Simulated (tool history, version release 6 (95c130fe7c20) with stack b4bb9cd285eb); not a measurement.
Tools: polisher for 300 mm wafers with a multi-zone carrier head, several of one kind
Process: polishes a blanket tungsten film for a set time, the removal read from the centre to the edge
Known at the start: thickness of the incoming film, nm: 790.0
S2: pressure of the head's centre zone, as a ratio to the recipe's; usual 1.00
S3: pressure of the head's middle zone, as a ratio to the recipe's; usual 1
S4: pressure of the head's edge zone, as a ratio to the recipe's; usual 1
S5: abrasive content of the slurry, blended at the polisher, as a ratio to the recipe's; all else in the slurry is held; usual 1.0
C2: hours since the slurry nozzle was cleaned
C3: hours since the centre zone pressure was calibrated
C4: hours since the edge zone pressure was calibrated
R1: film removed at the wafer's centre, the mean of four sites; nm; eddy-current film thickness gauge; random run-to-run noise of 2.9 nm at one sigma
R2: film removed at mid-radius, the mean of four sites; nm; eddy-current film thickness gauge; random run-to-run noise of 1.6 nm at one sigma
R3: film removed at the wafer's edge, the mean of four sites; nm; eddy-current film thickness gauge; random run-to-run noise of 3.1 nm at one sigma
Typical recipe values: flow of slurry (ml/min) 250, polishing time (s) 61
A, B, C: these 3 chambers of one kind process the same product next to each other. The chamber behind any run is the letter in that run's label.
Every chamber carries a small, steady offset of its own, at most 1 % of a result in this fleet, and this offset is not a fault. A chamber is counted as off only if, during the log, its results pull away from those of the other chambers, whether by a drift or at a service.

At day 0.021: chamber B: worn pad replaced by a new one.
Run 1A, day 0.192: usual settings; wafers polished on this pad 188; C2 140.8; C3 388.8; C4 185.8. Result: R1 227.32 nm, R2 226.65 nm, R3 228.54 nm.
Run 2C, day 0.492: usual settings; wafers polished on this pad 328; C2 68.3; C3 699.0; C4 674.3. Result: R1 228.69 nm, R2 227.35 nm, R3 222.59 nm.
Run 3B, day 0.650: usual settings; wafers polished on this pad 158; C2 117.4; C3 713.8; C4 1225.7. Result: R1 226.29 nm, R2 227.71 nm, R3 222.73 nm.
Run 4A, day 0.950: usual settings; wafers polished on this pad 379; C2 159.0; C3 407.0; C4 204.0. Result: R1 230.32 nm, R2 228.25 nm, R3 230.55 nm.
Run 5B, day 1.088: usual settings; wafers polished on this pad 267; C2 127.9; C3 724.3; C4 1236.2. Result: R1 228.16 nm, R2 230.99 nm, R3 231.58 nm.
Run 6C, day 1.375: usual settings; wafers polished on this pad 549; C2 89.5; C3 720.2; C4 695.5. Result: R1 227.67 nm, R2 226.64 nm, R3 230.26 nm.
Run 7A, day 1.629: usual settings; wafers polished on this pad 549; C2 175.3; C3 423.3; C4 220.3. Result: R1 229.37 nm, R2 227.27 nm, R3 226.23 nm.
Run 8B, day 1.771: usual settings; wafers polished on this pad 439; C2 144.3; C3 740.7; C4 1252.6. Result: R1 226.19 nm, R2 230.46 nm, R3 230.40 nm.
Run 9C, day 2.038: usual settings; wafers polished on this pad 716; C2 105.4; C3 736.1; C4 711.4. Result: R1 230.67 nm, R2 230.77 nm, R3 223.36 nm.
Run 10C, day 2.300: usual settings; wafers polished on this pad 781; C2 111.7; C3 742.4; C4 717.7. Result: R1 228.59 nm, R2 229.73 nm, R3 230.21 nm.
Run 11A, day 2.483: usual settings; wafers polished on this pad 763; C2 195.8; C3 443.8; C4 240.8. Result: R1 225.86 nm, R2 225.84 nm, R3 229.61 nm.
Run 12B, day 2.725: usual settings; wafers polished on this pad 678; C2 167.2; C3 763.6; C4 1275.5. Result: R1 227.42 nm, R2 231.28 nm, R3 225.53 nm.
Run 13A, day 3.038: usual settings; wafers polished on this pad 902; C2 209.1; C3 457.1; C4 254.1. Result: R1 228.41 nm, R2 228.41 nm, R3 224.18 nm.
Run 14B, day 3.221: usual settings but flow of slurry (ml/min) 320; wafers polished on this pad 802; C2 179.1; C3 775.5; C4 1287.4. Result: R1 229.58 nm, R2 237.61 nm, R3 230.58 nm.
Run 15C, day 3.358: usual settings but flow of slurry (ml/min) 320; wafers polished on this pad 1047; C2 137.1; C3 767.8; C4 743.1. Result: R1 232.50 nm, R2 236.53 nm, R3 238.14 nm.
Run 16B, day 3.546: usual settings but flow of slurry (ml/min) 320; wafers polished on this pad 884; C2 186.9; C3 783.3; C4 1295.2. Result: R1 234.28 nm, R2 231.35 nm, R3 227.98 nm.
Run 17A, day 3.792: usual settings; wafers polished on this pad 1091; C2 227.2; C3 475.2; C4 272.2. Result: R1 228.83 nm, R2 227.71 nm, R3 224.54 nm.
Run 18C, day 3.983: usual settings; wafers polished on this pad 1204; C2 152.1; C3 782.8; C4 758.1. Result: R1 228.43 nm, R2 228.81 nm, R3 227.58 nm.
Run 19C, day 4.192: usual settings; wafers polished on this pad 1256; C2 157.1; C3 787.8; C4 763.1. Result: R1 232.73 nm, R2 231.06 nm, R3 232.48 nm.
At day 4.238: chamber B: worn pad replaced by a new one.
Run 20B, day 4.412: usual settings; wafers polished on this pad 44; C2 207.7; C3 804.1; C4 1316.0. Result: R1 222.38 nm, R2 232.17 nm, R3 227.66 nm.
At day 4.417: chamber C: worn pad replaced by a new one.
Run 21A, day 4.621: usual settings; wafers polished on this pad 1299; C2 247.1; C3 495.1; C4 292.1. Result: R1 230.75 nm, R2 224.93 nm, R3 226.58 nm.
At day 4.688: chamber A: worn pad replaced by a new one.
Run 22B, day 4.917: usual settings; wafers polished on this pad 170; C2 219.8; C3 816.2; C4 1328.1. Result: R1 229.53 nm, R2 230.87 nm, R3 227.12 nm.
Run 23C, day 5.225: usual settings; wafers polished on this pad 203; C2 181.9; C3 812.6; C4 787.9. Result: R1 229.29 nm, R2 230.70 nm, R3 221.47 nm.
Run 24A, day 5.417: usual settings but polishing time (s) 74; wafers polished on this pad 183; C2 266.2; C3 514.2; C4 311.2. Result: R1 270.98 nm, R2 278.06 nm, R3 278.66 nm.
Run 25A, day 5.617: usual settings but polishing time (s) 74; wafers polished on this pad 233; C2 271.0; C3 519.0; C4 316.0. Result: R1 268.69 nm, R2 278.36 nm, R3 275.99 nm.
At day 5.775: chamber B: edge zone pressure recalibrated.
Run 26B, day 5.912: usual settings but polishing time (s) 74; wafers polished on this pad 420; C2 243.7; C3 840.1; C4 3.4. Result: R1 275.73 nm, R2 281.73 nm, R3 278.41 nm.
Run 27C, day 6.046: usual settings but S2 0.93; wafers polished on this pad 409; C2 201.6; C3 832.3; C4 807.6. Result: R1 205.87 nm, R2 229.53 nm, R3 229.20 nm.
Run 28A, day 6.233: usual settings but S2 0.93; wafers polished on this pad 388; C2 285.8; C3 533.8; C4 330.8. Result: R1 207.63 nm, R2 225.69 nm, R3 228.92 nm.
Run 29B, day 6.421: usual settings but S2 0.93; wafers polished on this pad 548; C2 255.9; C3 852.3; C4 15.6. Result: R1 207.18 nm, R2 228.78 nm, R3 232.89 nm.
Run 30C, day 6.717: usual settings; wafers polished on this pad 577; C2 217.7; C3 848.4; C4 823.7. Result: R1 223.78 nm, R2 229.71 nm, R3 228.02 nm.

Next, every chamber runs the same settings. What will each give?
Run 31A, day 6.942: usual settings but S5 1.3. Result: R1 ?, R2 ?, R3 ?.
Run 31B, day 6.942: usual settings but S5 1.3. Result: R1 ?, R2 ?, R3 ?.
Run 31C, day 6.942: usual settings but S5 1.3. Result: R1 ?, R2 ?, R3 ?.

run      R1      R2      R3
31A  240.99  243.36  244.02
31B  247.43  242.21  235.58
31C  237.97  242.66  241.69
